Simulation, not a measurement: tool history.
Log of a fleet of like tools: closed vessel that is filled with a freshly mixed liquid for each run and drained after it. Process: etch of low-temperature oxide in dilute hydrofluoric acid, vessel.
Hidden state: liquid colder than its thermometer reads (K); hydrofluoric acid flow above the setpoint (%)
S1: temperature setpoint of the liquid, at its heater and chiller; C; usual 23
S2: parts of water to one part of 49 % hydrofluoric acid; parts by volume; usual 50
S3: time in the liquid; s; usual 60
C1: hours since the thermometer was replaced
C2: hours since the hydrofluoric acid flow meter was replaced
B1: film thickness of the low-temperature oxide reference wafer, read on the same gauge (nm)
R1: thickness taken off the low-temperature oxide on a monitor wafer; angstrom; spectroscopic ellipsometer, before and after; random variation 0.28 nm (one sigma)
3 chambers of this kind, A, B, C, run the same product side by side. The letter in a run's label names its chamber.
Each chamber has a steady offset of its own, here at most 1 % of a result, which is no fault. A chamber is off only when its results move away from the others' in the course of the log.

run 1B day=0.258 | S1=23 S2=50 S3=60 | C1=1236.4 C2=558.1 | B1=140.00 | R1=285.52
run 2A day=0.550 | S1=23 S2=50 S3=60 | C1=499.8 C2=350.0 | B1=139.99 | R1=286.16
run 3C day=0.833 | S1=23 S2=50 S3=60 | C1=254.1 C2=139.2 | B1=140.00 | R1=290.68
run 4B day=0.996 | S1=23 S2=50 S3=60 | C1=1254.1 C2=575.8 | B1=140.01 | R1=287.31
run 5C day=1.321 | S1=23 S2=50 S3=60 | C1=265.8 C2=150.9 | B1=139.98 | R1=293.65
run 6A day=1.538 | S1=23 S2=50 S3=60 | C1=523.5 C2=373.7 | B1=139.98 | R1=290.45
run 7A day=1.812 | S1=23 S2=50 S3=45 | C1=530.1 C2=380.3 | B1=140.04 | R1=217.82
run 8C day=2.167 | S1=23 S2=50 S3=45 | C1=286.1 C2=171.2 | B1=139.98 | R1=224.08
run 9B day=2.475 | S1=23 S2=50 S3=45 | C1=1289.6 C2=611.3 | B1=140.03 | R1=218.97
run 10C day=2.829 | S1=23 S2=50 S3=60 | C1=302.0 C2=187.1 | B1=139.94 | R1=305.41
run 11B day=2.988 | S1=23 S2=50 S3=60 | C1=1301.9 C2=623.6 | B1=140.02 | R1=287.95
run 12A day=3.246 | S1=23 S2=50 S3=60 | C1=564.5 C2=414.7 | B1=140.03 | R1=288.91
run 13B day=3.458 | S1=23 S2=50 S3=60 | C1=1313.2 C2=634.9 | B1=140.01 | R1=283.47
run 14A day=3.758 | S1=23 S2=50 S3=60 | C1=576.8 C2=427.0 | B1=140.00 | R1=287.02
run 15C day=4.033 | S1=23 S2=50 S3=60 | C1=330.9 C2=216.0 | B1=140.00 | R1=312.74
run 16C day=4.225 | S1=23 S2=50 S3=60 | C1=335.5 C2=220.6 | B1=140.01 | R1=313.00
run 17A day=4.546 | S1=23 S2=50 S3=60 | C1=595.7 C2=445.9 | B1=140.03 | R1=282.44
run 18B day=4.833 | S1=23 S2=50 S3=60 | C1=1346.2 C2=667.9 | B1=139.99 | R1=290.79
run 19A day=5.096 | S1=23 S2=50 S3=50 | C1=608.9 C2=459.1 | B1=139.98 | R1=241.84
run 20B day=5.333 | S1=23 S2=50 S3=50 | C1=1358.2 C2=679.9 | B1=139.96 | R1=234.70
run 21C day=5.650 | S1=23 S2=50 S3=50 | C1=369.7 C2=254.8 | B1=139.96 | R1=270.55

Next, every chamber runs the same settings. What will each give?
run 22A day=5.912 | S1=23 S2=50 S3=60 | R1=?
run 22B day=5.912 | S1=23 S2=50 S3=60 | R1=?
run 22C day=5.912 | S1=23 S2=50 S3=60 | R1=?

run=22A R1=288.05
run=22B R1=284.50
run=22C R1=326.83
